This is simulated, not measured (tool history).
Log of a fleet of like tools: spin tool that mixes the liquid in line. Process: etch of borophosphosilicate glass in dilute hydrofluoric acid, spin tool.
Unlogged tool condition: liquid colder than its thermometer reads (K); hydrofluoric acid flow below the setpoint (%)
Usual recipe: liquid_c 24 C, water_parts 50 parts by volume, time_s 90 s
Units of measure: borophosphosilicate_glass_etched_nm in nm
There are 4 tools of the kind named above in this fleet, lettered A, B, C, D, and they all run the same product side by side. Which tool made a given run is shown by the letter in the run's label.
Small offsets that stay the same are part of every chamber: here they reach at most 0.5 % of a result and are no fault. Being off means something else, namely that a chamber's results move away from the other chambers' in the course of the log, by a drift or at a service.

run,hour,liquid_c,water_parts,time_s,hours since the thermometer was replaced,hours since the hydrofluoric acid flow meter was replaced,"read-back film thickness of the borophosphosilicate glass reference wafer, read on the same gauge (nm)",borophosphosilicate_glass_etched_nm
1B,5.5,24,50,90,1104.0,48.7,30.030,60.219
2A,10.2,24,50,90,579.0,283.8,29.988,60.654
3C,19.6,24,50,90,461.0,690.4,29.992,61.092
4D,26.1,24,50,90,479.1,523.9,30.018,60.880
5D,32.9,24,50,90,485.9,530.7,29.986,61.172
# hour 35.2: chamber C: hydrofluoric acid flow meter replaced
6C,38.7,24,50,90,480.1,3.5,29.975,60.126
7A,47.2,24,50,120,616.0,320.8,29.988,80.636
8B,52.2,24,50,120,1150.7,95.4,29.991,80.444
9C,60.4,24,50,120,501.8,25.2,30.012,80.912
10D,68.4,24,50,120,521.4,566.2,29.995,80.284
11A,75.3,24,50,90,644.1,348.9,30.010,62.185
# hour 76.1: chamber B: thermometer replaced
12B,83.3,24,50,90,7.2,126.5,29.995,61.050
13B,89.6,24,50,90,13.5,132.8,29.999,61.245
14D,94.5,24,50,90,547.5,592.3,30.040,59.620
15A,104.1,24,50,90,672.9,377.7,30.002,61.545
16C,111.2,24,50,90,552.6,76.0,30.009,60.836
17D,121.7,24,50,90,574.7,619.5,30.009,57.018
18C,130.0,24,50,90,571.4,94.8,30.021,60.948
19B,140.3,24,50,90,64.2,183.5,30.009,60.312
20A,149.4,24,50,90,718.2,423.0,30.017,61.301
21A,159.6,24,50,90,728.4,433.2,29.974,61.405
22B,165.8,24,65,90,89.7,209.0,29.996,44.867
23D,172.9,24,65,90,625.9,670.7,29.984,41.840
24C,178.3,24,65,90,619.7,143.1,30.011,45.586
25D,183.0,24,65,90,636.0,680.8,30.018,41.210
26B,189.7,24,50,90,113.6,232.9,30.022,60.384
27C,197.8,24,50,90,639.2,162.6,30.000,60.923
28A,206.8,24,50,90,775.6,480.4,30.017,60.738

Next, every chamber runs the same settings. What will each give?
29A,214.3,24,50,90,,,,?
29B,214.3,24,50,90,,,,?
29C,214.3,24,50,90,,,,?
29D,214.3,24,50,90,,,,?

run,borophosphosilicate_glass_etched_nm
29A,59.983
29B,61.188
29C,61.157
29D,52.829
